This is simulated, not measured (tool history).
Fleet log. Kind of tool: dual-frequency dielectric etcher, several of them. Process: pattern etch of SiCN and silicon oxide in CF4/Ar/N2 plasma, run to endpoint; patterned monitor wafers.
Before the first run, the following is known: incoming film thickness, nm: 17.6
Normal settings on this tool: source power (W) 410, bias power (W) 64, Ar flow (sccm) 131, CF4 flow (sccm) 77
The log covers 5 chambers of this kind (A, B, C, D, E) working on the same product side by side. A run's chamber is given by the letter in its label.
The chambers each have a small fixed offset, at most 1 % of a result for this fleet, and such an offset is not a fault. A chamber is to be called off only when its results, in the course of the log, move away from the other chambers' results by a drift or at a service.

| run | hour | source power (W) | bias power (W) | Ar flow (sccm) | CF4 flow (sccm) | endpoint time (s) |
|---|---|---|---|---|---|---|
| 1A | 5.6 | 410 | 64 | 131 | 77 | 23.448 |
| 2C | 12.3 | 410 | 64 | 131 | 77 | 23.460 |
| 3E | 18.6 | 410 | 64 | 131 | 77 | 23.806 |
| 4B | 26.2 | 410 | 64 | 131 | 77 | 23.497 |
| 5D | 32.7 | 410 | 64 | 116 | 77 | 23.232 |
| 6A | 38.6 | 410 | 64 | 116 | 77 | 23.061 |
| 7D | 45.7 | 410 | 64 | 116 | 77 | 23.273 |
| 8C | 51.3 | 410 | 64 | 116 | 77 | 22.997 |
| 9B | 58.7 | 410 | 64 | 116 | 77 | 23.007 |
| 10E | 65.8 | 410 | 64 | 131 | 77 | 24.051 |
|  | 71.9 | chamber C: source power generator calibrated |
| 11D | 72.2 | 410 | 64 | 131 | 77 | 23.679 |
| 12B | 77.2 | 410 | 64 | 131 | 77 | 23.769 |
| 13E | 84.3 | 410 | 64 | 131 | 77 | 23.815 |
|  | 85.7 | chamber A: wet clean of the chamber |
| 14A | 91.8 | 330 | 64 | 131 | 62 | 28.491 |
|  | 96.7 | chamber B: Ar flow controller replaced |
| 15C | 97.0 | 330 | 64 | 131 | 62 | 29.739 |
| 16B | 103.6 | 330 | 64 | 131 | 62 | 29.722 |
| 17C | 113.7 | 330 | 64 | 131 | 62 | 29.048 |
| 18A | 122.2 | 330 | 64 | 131 | 62 | 28.152 |
| 19D | 131.1 | 410 | 64 | 131 | 77 | 23.460 |
| 20E | 140.8 | 460 | 64 | 131 | 77 | 21.309 |
| 21C | 147.5 | 460 | 64 | 131 | 77 | 21.566 |
| 22B | 154.1 | 460 | 64 | 131 | 77 | 21.107 |
| 23D | 159.6 | 460 | 64 | 131 | 77 | 21.057 |
| 24E | 168.8 | 460 | 64 | 131 | 77 | 21.541 |
| 25A | 176.8 | 410 | 73 | 121 | 77 | 21.764 |
| 26C | 184.0 | 410 | 73 | 121 | 77 | 22.442 |
| 27E | 192.0 | 410 | 73 | 121 | 77 | 22.553 |
|  | 196.6 | chamber E: wet clean of the chamber |
| 28B | 197.9 | 410 | 73 | 121 | 77 | 22.321 |
| 29D | 207.6 | 410 | 73 | 121 | 77 | 22.536 |
| 30A | 212.5 | 450 | 51 | 131 | 77 | 22.375 |
| 31D | 218.4 | 450 | 51 | 131 | 77 | 23.564 |
| 32A | 224.8 | 450 | 51 | 131 | 77 | 22.705 |
| 33B | 230.9 | 450 | 51 | 131 | 77 | 23.412 |
| 34E | 240.0 | 450 | 51 | 131 | 77 | 23.555 |
| 35C | 247.8 | 410 | 64 | 131 | 77 | 23.782 |
| 36D | 254.8 | 410 | 64 | 131 | 77 | 23.722 |
| 37B | 260.7 | 410 | 64 | 131 | 77 | 23.861 |
| 38A | 267.7 | 410 | 64 | 131 | 77 | 22.730 |
| 39C | 274.9 | 410 | 64 | 131 | 77 | 23.487 |

Predict what each chamber gives when all 5 of them run the settings below next.
| 40A | 282.4 | 450 | 64 | 131 | 77 | ? |
| 40B | 282.4 | 450 | 64 | 131 | 77 | ? |
| 40C | 282.4 | 450 | 64 | 131 | 77 | ? |
| 40D | 282.4 | 450 | 64 | 131 | 77 | ? |
| 40E | 282.4 | 450 | 64 | 131 | 77 | ? |

| run | endpoint time (s) |
|---|---|
| 40A | 21.002 |
| 40B | 21.888 |
| 40C | 21.958 |
| 40D | 21.802 |
| 40E | 22.056 |
